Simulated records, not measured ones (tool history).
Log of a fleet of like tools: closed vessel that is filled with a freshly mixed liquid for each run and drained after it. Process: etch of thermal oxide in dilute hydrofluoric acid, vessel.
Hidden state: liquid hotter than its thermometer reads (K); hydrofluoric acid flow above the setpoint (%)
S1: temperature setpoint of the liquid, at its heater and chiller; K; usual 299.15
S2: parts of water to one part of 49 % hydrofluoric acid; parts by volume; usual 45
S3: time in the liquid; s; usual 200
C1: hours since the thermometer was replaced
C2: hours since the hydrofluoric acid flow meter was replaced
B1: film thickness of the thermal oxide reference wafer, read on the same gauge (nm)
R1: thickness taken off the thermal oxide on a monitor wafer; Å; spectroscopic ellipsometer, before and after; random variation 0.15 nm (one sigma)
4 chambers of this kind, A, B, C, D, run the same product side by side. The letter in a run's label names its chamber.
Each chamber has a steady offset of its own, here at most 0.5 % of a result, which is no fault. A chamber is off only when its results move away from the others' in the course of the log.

run   hour      S1  S2   S3      C1      C2      B1      R1
 1D    7.5  299.15  45  200   249.7    99.9  99.985  239.83
 2C     16  299.15  45  200  1369.3  1274.8  99.956  239.64
      20.6  -- chamber A: hydrofluoric acid flow meter replaced
 3A   31.5  299.15  45  200  1201.2    10.9  100.01  241.43
 4B   39.6  299.15  45  200  1980.9    1552  100.05  238.73
 5D   54.6  295.15  45  135   296.8     147  99.971  137.22
 6C   67.2  295.15  45  135  1420.5    1326  100.01  138.37
 7B   78.4  295.15  45  135  2019.7  1590.8  100.01  137.68
 8A   89.9  295.15  45  135  1259.6    69.3  100.02  136.73
 9A   99.9  299.15  45  200  1269.6    79.3  99.991   239.1
10B  108.4  299.15  45  200  2049.7  1620.8  100.03  239.21
11D  122.6  299.15  45  200   364.8     215  99.995  238.73
12C  138.5  299.15  45  200  1491.8  1397.3  99.984  244.91
13D  151.3  299.15  45  200   393.5   243.7     100  238.52
14B  161.3  299.15  45  200  2102.6  1673.7  100.01  241.08
15C  175.1  299.15  45  200  1528.4  1433.9  100.06  246.44
16A  184.2  299.15  45  200  1353.9   163.6  99.968  238.46
17C  191.8  299.15  45  200  1545.1  1450.6  99.994  244.51
18D  206.2  299.15  45  200   448.4   298.6  99.962  238.64
19A  219.1  299.15  45  200  1388.8   198.5  100.03  240.83
20B  226.8  299.15  45  200  2168.1  1739.2  99.956  237.79
21C  238.3  299.15  45  200  1591.6  1497.1  100.01  249.73
     242.3  -- chamber C: hydrofluoric acid flow meter replaced
22A  251.2  299.15  45  200  1420.9   230.6  99.997  237.15
23D  261.8  299.15  45  200     504   354.2  100.01  240.47
24B  269.3  299.15  45  200  2210.6  1781.7  99.992  239.61
25C  281.6  299.15  45  200  1634.9    39.3  100.02  254.36
26B  289.6  299.15  45   85  2230.9    1802  100.03   102.6
27A  303.5  299.15  45   85  1473.2   282.9  99.981  101.64
28D  318.5  299.15  45   85   560.7   410.9     100  102.33
29A  329.4  299.15  45   85  1499.1   308.8  99.996  101.21
30C    339  299.15  45  200  1692.3    96.7  99.946  255.71
31B  348.1  299.15  30  305  2289.4  1860.5  99.986  555.23
32D    363  299.15  30  305   605.2   455.4  99.975  553.74
33D  378.7  299.15  30  305   620.9   471.1  100.02  558.57
34A  393.5  299.15  30  305  1563.2   372.9  99.957  562.03

Is one chamber off against the others, does the gauge drift, or is nothing wrong? If a chamber is off, say which, and what the likeliest cause is.

Chamber C drifts away from the others.
Cause: liquid hotter than its thermometer reads (K) = 2.02.

Here are 4 candidates for chamber C's next run, each the usual settings with a change, their results left as question marks. Which one brings its results back in line with what the others give on the usual settings?
In line means no further than this from the other chambers' mean on the usual settings: R1 5.3 Å
35C-1  405.4  299.15  45  195               ?
35C-2  405.4  299.15  45  185               ?
35C-3  405.4  300.15  45  200               ?
35C-4  405.4  301.15  45  200               ?

The other chambers' mean on the usual settings: R1 239.81 Å
  run      R1
35C-1  254.95
35C-2  241.87
35C-3  272.02
35C-4  282.78
35C-2 brings the chamber back in line.
